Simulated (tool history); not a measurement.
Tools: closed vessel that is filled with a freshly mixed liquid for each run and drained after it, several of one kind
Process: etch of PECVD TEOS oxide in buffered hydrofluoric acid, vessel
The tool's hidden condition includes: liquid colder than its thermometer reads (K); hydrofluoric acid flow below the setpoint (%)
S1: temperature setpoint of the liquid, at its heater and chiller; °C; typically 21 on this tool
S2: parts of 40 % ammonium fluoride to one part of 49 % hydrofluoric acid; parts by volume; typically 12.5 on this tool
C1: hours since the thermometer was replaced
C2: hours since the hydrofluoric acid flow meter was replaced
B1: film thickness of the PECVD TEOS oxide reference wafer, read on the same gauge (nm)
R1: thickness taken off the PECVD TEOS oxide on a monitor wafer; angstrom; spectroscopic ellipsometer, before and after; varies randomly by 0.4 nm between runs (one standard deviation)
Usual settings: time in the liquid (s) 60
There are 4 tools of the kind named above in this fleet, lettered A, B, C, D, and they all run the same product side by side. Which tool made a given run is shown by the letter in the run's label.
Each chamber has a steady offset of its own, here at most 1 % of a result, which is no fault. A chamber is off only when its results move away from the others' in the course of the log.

run 1C day=0.129 | S1=21 S2=12.5 time_in_the_liquid_(s)=60 | C1=138.5 C2=398.8 | B1=79.991 | R1=659.32
run 2D day=0.262 | S1=21 S2=12.5 time_in_the_liquid_(s)=60 | C1=502.1 C2=207.1 | B1=80.032 | R1=654.36
run 3A day=0.392 | S1=21 S2=12.5 time_in_the_liquid_(s)=60 | C1=1538.5 C2=307.9 | B1=79.997 | R1=653.32
run 4B day=0.604 | S1=21 S2=12.5 time_in_the_liquid_(s)=60 | C1=952.8 C2=115.4 | B1=79.997 | R1=661.07
run 5D day=0.733 | S1=21 S2=12.5 time_in_the_liquid_(s)=60 | C1=513.4 C2=218.4 | B1=79.997 | R1=662.27
run 6C day=0.904 | S1=21 S2=12.5 time_in_the_liquid_(s)=60 | C1=157.1 C2=417.4 | B1=80.012 | R1=662.29
run 7B day=1.083 | S1=21 S2=12.5 time_in_the_liquid_(s)=60 | C1=964.3 C2=126.9 | B1=79.994 | R1=657.04
run 8A day=1.275 | S1=21 S2=12.5 time_in_the_liquid_(s)=60 | C1=1559.7 C2=329.1 | B1=79.993 | R1=657.09
run 9A day=1.479 | S1=21 S2=12.5 time_in_the_liquid_(s)=60 | C1=1564.6 C2=334 | B1=80 | R1=657.15
run 10C day=1.683 | S1=21 S2=12.5 time_in_the_liquid_(s)=60 | C1=175.8 C2=436.1 | B1=79.971 | R1=668.78
run 11D day=1.842 | S1=21 S2=12.5 time_in_the_liquid_(s)=60 | C1=540 C2=245 | B1=79.993 | R1=654.48
run 12B day=2 | S1=21 S2=12.5 time_in_the_liquid_(s)=60 | C1=986.3 C2=148.9 | B1=80.008 | R1=658.34
run 13B day=2.246 | S1=21 S2=12.5 time_in_the_liquid_(s)=60 | C1=992.2 C2=154.8 | B1=79.98 | R1=646.34
run 14C day=2.446 | S1=21 S2=10.5 time_in_the_liquid_(s)=60 | C1=194.1 C2=454.4 | B1=80.001 | R1=782.31
run 15A day=2.617 | S1=21 S2=10.5 time_in_the_liquid_(s)=60 | C1=1591.9 C2=361.3 | B1=79.982 | R1=774.08
run 16D day=2.754 | S1=21 S2=10.5 time_in_the_liquid_(s)=60 | C1=561.9 C2=266.9 | B1=80.01 | R1=782.19
run 17C day=2.962 | S1=21 S2=10.5 time_in_the_liquid_(s)=60 | C1=206.5 C2=466.8 | B1=80.004 | R1=790.08
run 18D day=3.112 | S1=21 S2=12.5 time_in_the_liquid_(s)=60 | C1=570.5 C2=275.5 | B1=79.972 | R1=662.97
run 19A day=3.292 | S1=21 S2=12.5 time_in_the_liquid_(s)=60 | C1=1608.1 C2=377.5 | B1=79.982 | R1=662.02
run 20B day=3.408 | S1=21 S2=12.5 time_in_the_liquid_(s)=60 | C1=1020.1 C2=182.7 | B1=79.982 | R1=654.13
run 21B day=3.521 | S1=21 S2=12.5 time_in_the_liquid_(s)=60 | C1=1022.8 C2=185.4 | B1=80.009 | R1=654.43
run 22C day=3.758 | S1=21 S2=12.5 time_in_the_liquid_(s)=60 | C1=225.6 C2=485.9 | B1=80.007 | R1=665.09
run 23D day=3.9 | S1=18 S2=8.5 time_in_the_liquid_(s)=60 | C1=589.4 C2=294.4 | B1=80.014 | R1=785.86
run 24A day=4.042 | S1=18 S2=8.5 time_in_the_liquid_(s)=60 | C1=1626.1 C2=395.5 | B1=80.006 | R1=787.28
run 25A day=4.275 | S1=18 S2=8.5 time_in_the_liquid_(s)=60 | C1=1631.7 C2=401.1 | B1=79.991 | R1=782.51

One chamber off, gauge drift, or nothing amiss beyond the chambers' own small offsets? If it is a chamber, which one, and what is the likeliest cause?

The fleet is healthy, with each chamber sitting at its usual small offset and no drift in the gauge.
